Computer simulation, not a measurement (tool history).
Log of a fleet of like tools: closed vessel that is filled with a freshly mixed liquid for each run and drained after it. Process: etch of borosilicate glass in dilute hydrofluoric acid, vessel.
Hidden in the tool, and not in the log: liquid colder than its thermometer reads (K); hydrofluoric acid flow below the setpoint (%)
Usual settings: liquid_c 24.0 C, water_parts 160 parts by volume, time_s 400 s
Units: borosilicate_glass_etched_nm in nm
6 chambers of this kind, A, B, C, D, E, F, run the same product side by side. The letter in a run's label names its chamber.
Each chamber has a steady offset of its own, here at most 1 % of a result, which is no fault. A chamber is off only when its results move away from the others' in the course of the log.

| run | hour | liquid_c | water_parts | time_s | hours since the thermometer was replaced | hours since the hydrofluoric acid flow meter was replaced | read-back film thickness of the borosilicate glass reference wafer, read on the same gauge (nm) | borosilicate_glass_etched_nm |
|---|---|---|---|---|---|---|---|---|
| 1F | 2.0 | 24.0 | 160 | 400 | 519.7 | 1343.9 | 49.993 | 49.238 |
| 2B | 5.4 | 24.0 | 160 | 400 | 182.1 | 572.2 | 49.998 | 47.481 |
| 3A | 9.1 | 24.0 | 160 | 400 | 2623.8 | 975.8 | 50.001 | 48.188 |
| 4E | 11.0 | 24.0 | 160 | 400 | 411.0 | 1400.2 | 50.008 | 47.932 |
| 5D | 13.3 | 24.0 | 160 | 400 | 460.0 | 751.7 | 50.030 | 48.002 |
| 6C | 15.5 | 24.0 | 160 | 400 | 1075.9 | 766.6 | 50.006 | 48.727 |
| 7B | 19.7 | 24.0 | 160 | 400 | 196.4 | 586.5 | 50.016 | 48.952 |
| 8D | 23.4 | 24.0 | 160 | 400 | 470.1 | 761.8 | 49.998 | 49.003 |
| 9E | 25.7 | 24.0 | 160 | 400 | 425.7 | 1414.9 | 49.999 | 47.957 |
| 10C | 29.5 | 24.0 | 160 | 400 | 1089.9 | 780.6 | 49.992 | 47.866 |
| 11F | 32.4 | 19.0 | 205 | 400 | 550.1 | 1374.3 | 49.997 | 30.152 |
| 12A | 36.0 | 19.0 | 205 | 400 | 2650.7 | 1002.7 | 49.997 | 29.420 |
| 13F | 39.2 | 19.0 | 205 | 400 | 556.9 | 1381.1 | 49.998 | 30.279 |
| 14D | 41.8 | 19.0 | 205 | 400 | 488.5 | 780.2 | 50.006 | 29.865 |
| 15A | 45.0 | 19.0 | 205 | 400 | 2659.7 | 1011.7 | 49.985 | 29.713 |
| 16B | 47.4 | 19.0 | 205 | 400 | 224.1 | 614.2 | 50.022 | 29.907 |
| 17C | 50.5 | 24.0 | 160 | 400 | 1110.9 | 801.6 | 50.008 | 48.371 |
| 18E | 52.7 | 24.0 | 160 | 400 | 452.7 | 1441.9 | 50.002 | 47.988 |
| 19D | 55.1 | 24.0 | 160 | 400 | 501.8 | 793.5 | 49.989 | 48.365 |
| 20E | 59.3 | 26.0 | 85 | 400 | 459.3 | 1448.5 | 50.009 | 107.800 |
| 21F | 61.7 | 26.0 | 85 | 400 | 579.4 | 1403.6 | 50.010 | 106.480 |
| 22C | 64.2 | 26.0 | 85 | 400 | 1124.6 | 815.3 | 49.994 | 107.950 |
| 23A | 68.5 | 26.0 | 85 | 400 | 2683.2 | 1035.2 | 50.010 | 107.930 |
| 24B | 71.7 | 26.0 | 85 | 400 | 248.4 | 638.5 | 50.004 | 103.730 |
| 25B | 75.7 | 26.0 | 85 | 400 | 252.4 | 642.5 | 50.002 | 104.400 |
| 26E | 79.4 | 24.0 | 160 | 400 | 479.4 | 1468.6 | 50.014 | 48.147 |
| 27C | 82.9 | 20.5 | 160 | 605 | 1143.3 | 834.0 | 50.006 | 64.524 |
| 28D | 85.2 | 20.5 | 160 | 605 | 531.9 | 823.6 | 49.999 | 65.328 |
|  | 88.6 | chamber C: hydrofluoric acid flow meter replaced |
| 29F | 89.0 | 20.5 | 160 | 605 | 606.7 | 1430.9 | 49.995 | 64.793 |
| 30A | 91.6 | 20.5 | 160 | 605 | 2706.3 | 1058.3 | 50.000 | 62.683 |
| 31A | 94.2 | 20.5 | 160 | 605 | 2708.9 | 1060.9 | 50.000 | 63.657 |
| 32B | 96.0 | 20.5 | 160 | 605 | 272.7 | 662.8 | 50.004 | 58.800 |
| 33D | 99.6 | 24.0 | 160 | 400 | 546.3 | 838.0 | 49.995 | 48.326 |
| 34E | 102.7 | 21.0 | 160 | 400 | 502.7 | 1491.9 | 49.977 | 43.574 |
| 35C | 104.9 | 21.0 | 160 | 400 | 1165.3 | 16.4 | 50.018 | 43.223 |
| 36F | 108.7 | 21.0 | 160 | 400 | 626.4 | 1450.6 | 50.013 | 43.266 |

Next, every chamber runs the same settings. What will each give?
| 37A | 111.8 | 24.0 | 160 | 400 |  |  |  | ? |
| 37B | 111.8 | 24.0 | 160 | 400 |  |  |  | ? |
| 37C | 111.8 | 24.0 | 160 | 400 |  |  |  | ? |
| 37D | 111.8 | 24.0 | 160 | 400 |  |  |  | ? |
| 37E | 111.8 | 24.0 | 160 | 400 |  |  |  | ? |
| 37F | 111.8 | 24.0 | 160 | 400 |  |  |  | ? |

| run | borosilicate_glass_etched_nm |
|---|---|
| 37A | 48.345 |
| 37B | 42.961 |
| 37C | 47.960 |
| 37D | 49.166 |
| 37E | 48.834 |
| 37F | 49.187 |
